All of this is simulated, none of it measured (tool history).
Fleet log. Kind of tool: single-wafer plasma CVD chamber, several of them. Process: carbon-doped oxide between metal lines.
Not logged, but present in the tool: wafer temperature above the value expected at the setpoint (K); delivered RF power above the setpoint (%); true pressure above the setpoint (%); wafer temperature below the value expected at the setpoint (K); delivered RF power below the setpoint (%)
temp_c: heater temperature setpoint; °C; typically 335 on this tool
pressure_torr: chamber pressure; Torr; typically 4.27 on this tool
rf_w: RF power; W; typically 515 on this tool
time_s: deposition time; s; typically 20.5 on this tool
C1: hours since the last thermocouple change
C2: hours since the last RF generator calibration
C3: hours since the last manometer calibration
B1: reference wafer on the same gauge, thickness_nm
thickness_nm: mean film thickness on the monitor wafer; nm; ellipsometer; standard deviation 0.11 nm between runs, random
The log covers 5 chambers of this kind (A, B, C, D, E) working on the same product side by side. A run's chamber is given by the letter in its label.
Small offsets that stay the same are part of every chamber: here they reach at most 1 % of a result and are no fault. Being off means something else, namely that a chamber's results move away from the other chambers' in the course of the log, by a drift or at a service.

run 1B hour=8.9 | temp_c=335 pressure_torr=4.27 rf_w=515 time_s=20.5 | C1=2458.5 C2=469 C3=292.1 | B1=123 | thickness_nm=109.74
run 2C hour=20.6 | temp_c=335 pressure_torr=4.27 rf_w=515 time_s=20.5 | C1=650.2 C2=1335.9 C3=1936.8 | B1=123.01 | thickness_nm=108.94
run 3E hour=28.8 | temp_c=335 pressure_torr=4.27 rf_w=515 time_s=20.5 | C1=227 C2=182.5 C3=861 | B1=122.97 | thickness_nm=109.49
-- hour=32.3 chamber A: capacitance manometer re-zeroed and calibrated
run 4D hour=41.7 | temp_c=335 pressure_torr=4.27 rf_w=515 time_s=20.5 | C1=680.4 C2=1246.7 C3=2544 | B1=122.98 | thickness_nm=110.19
run 5A hour=53.8 | temp_c=335 pressure_torr=4.27 rf_w=515 time_s=20.5 | C1=449 C2=195.6 C3=21.5 | B1=122.94 | thickness_nm=110.24
run 6E hour=64.6 | temp_c=335 pressure_torr=4.27 rf_w=515 time_s=20.5 | C1=262.8 C2=218.3 C3=896.8 | B1=122.94 | thickness_nm=109.24
-- hour=69.6 chamber B: thermocouple changed; heater temperature recalibrated
run 7B hour=76.5 | temp_c=335 pressure_torr=4.27 rf_w=515 time_s=20.5 | C1=6.9 C2=536.6 C3=359.7 | B1=122.91 | thickness_nm=109.65
-- hour=89.2 chamber C: capacitance manometer re-zeroed and calibrated
run 8D hour=91.3 | temp_c=335 pressure_torr=4.27 rf_w=515 time_s=20.5 | C1=730 C2=1296.3 C3=2593.6 | B1=122.86 | thickness_nm=110.03
run 9C hour=103.1 | temp_c=335 pressure_torr=4.27 rf_w=515 time_s=20.5 | C1=732.7 C2=1418.4 C3=14 | B1=122.83 | thickness_nm=108.88
run 10A hour=116.1 | temp_c=335 pressure_torr=4.27 rf_w=515 time_s=20.5 | C1=511.3 C2=257.9 C3=83.8 | B1=122.86 | thickness_nm=110.15
run 11E hour=124.8 | temp_c=335 pressure_torr=4.27 rf_w=515 time_s=20.5 | C1=323 C2=278.5 C3=957 | B1=122.87 | thickness_nm=109.32
run 12D hour=131.9 | temp_c=335 pressure_torr=4.27 rf_w=515 time_s=20.5 | C1=770.6 C2=1336.9 C3=2634.2 | B1=122.82 | thickness_nm=110.31
run 13B hour=145.6 | temp_c=335 pressure_torr=4.27 rf_w=515 time_s=20.5 | C1=76 C2=605.7 C3=428.8 | B1=122.8 | thickness_nm=109.54
run 14C hour=156.4 | temp_c=335 pressure_torr=4.27 rf_w=515 time_s=20.5 | C1=786 C2=1471.7 C3=67.3 | B1=122.81 | thickness_nm=108.93
run 15A hour=170.1 | temp_c=335 pressure_torr=4.27 rf_w=515 time_s=20.5 | C1=565.3 C2=311.9 C3=137.8 | B1=122.76 | thickness_nm=110.17
run 16B hour=177.2 | temp_c=335 pressure_torr=3.27 rf_w=515 time_s=20.5 | C1=107.6 C2=637.3 C3=460.4 | B1=122.73 | thickness_nm=106.2
run 17C hour=187.3 | temp_c=335 pressure_torr=3.27 rf_w=515 time_s=20.5 | C1=816.9 C2=1502.6 C3=98.2 | B1=122.75 | thickness_nm=105.53
run 18E hour=198.1 | temp_c=335 pressure_torr=3.27 rf_w=515 time_s=20.5 | C1=396.3 C2=351.8 C3=1030.3 | B1=122.75 | thickness_nm=105.79
run 19D hour=208 | temp_c=335 pressure_torr=3.27 rf_w=515 time_s=20.5 | C1=846.7 C2=1413 C3=2710.3 | B1=122.74 | thickness_nm=106.65
run 20A hour=220.2 | temp_c=335 pressure_torr=3.27 rf_w=515 time_s=20.5 | C1=615.4 C2=362 C3=187.9 | B1=122.69 | thickness_nm=106.75
run 21C hour=230.5 | temp_c=335 pressure_torr=4.27 rf_w=515 time_s=20.5 | C1=860.1 C2=1545.8 C3=141.4 | B1=122.68 | thickness_nm=108.77
run 22B hour=242.8 | temp_c=335 pressure_torr=4.27 rf_w=515 time_s=20.5 | C1=173.2 C2=702.9 C3=526 | B1=122.67 | thickness_nm=109.44
run 23D hour=250.2 | temp_c=335 pressure_torr=4.27 rf_w=515 time_s=20.5 | C1=888.9 C2=1455.2 C3=2752.5 | B1=122.64 | thickness_nm=109.93
run 24A hour=256.9 | temp_c=335 pressure_torr=4.27 rf_w=515 time_s=20.5 | C1=652.1 C2=398.7 C3=224.6 | B1=122.64 | thickness_nm=109.92
-- hour=257.1 chamber B: RF generator calibrated
run 25E hour=264 | temp_c=335 pressure_torr=4.27 rf_w=515 time_s=20.5 | C1=462.2 C2=417.7 C3=1096.2 | B1=122.65 | thickness_nm=108.93
run 26E hour=275.5 | temp_c=335 pressure_torr=4.27 rf_w=515 time_s=20.5 | C1=473.7 C2=429.2 C3=1107.7 | B1=122.61 | thickness_nm=109.27
-- hour=277.5 chamber E: capacitance manometer re-zeroed and calibrated
run 27D hour=282.3 | temp_c=335 pressure_torr=4.27 rf_w=515 time_s=20.5 | C1=921 C2=1487.3 C3=2784.6 | B1=122.59 | thickness_nm=109.81
run 28B hour=294.2 | temp_c=335 pressure_torr=3.59 rf_w=515 time_s=20.5 | C1=224.6 C2=37.1 C3=577.4 | B1=122.57 | thickness_nm=107.14
run 29C hour=305.8 | temp_c=335 pressure_torr=3.59 rf_w=515 time_s=20.5 | C1=935.4 C2=1621.1 C3=216.7 | B1=122.59 | thickness_nm=106.23
-- hour=306.9 chamber D: capacitance manometer re-zeroed and calibrated
run 30A hour=319 | temp_c=335 pressure_torr=3.59 rf_w=515 time_s=20.5 | C1=714.2 C2=460.8 C3=286.7 | B1=122.56 | thickness_nm=107.7
run 31A hour=329.2 | temp_c=335 pressure_torr=3.59 rf_w=515 time_s=20.5 | C1=724.4 C2=471 C3=296.9 | B1=122.53 | thickness_nm=107.29
run 32D hour=338.3 | temp_c=335 pressure_torr=3.59 rf_w=515 time_s=20.5 | C1=977 C2=1543.3 C3=31.4 | B1=122.52 | thickness_nm=107.58
run 33C hour=348.3 | temp_c=335 pressure_torr=4.27 rf_w=515 time_s=20.5 | C1=977.9 C2=1663.6 C3=259.2 | B1=122.51 | thickness_nm=108.63
run 34B hour=361.5 | temp_c=335 pressure_torr=4.27 rf_w=515 time_s=20.5 | C1=291.9 C2=104.4 C3=644.7 | B1=122.48 | thickness_nm=109.46
run 35E hour=368.3 | temp_c=335 pressure_torr=4.27 rf_w=515 time_s=20.5 | C1=566.5 C2=522 C3=90.9 | B1=122.5 | thickness_nm=109

One chamber off, gauge drift, or nothing amiss beyond the chambers' own small offsets? If it is a chamber, which one, and what is the likeliest cause?

Every chamber seems to shift together because the gauge that measures them all drifts; the chambers themselves are fine.
Cause: gauge reads low (%) = 0.423.
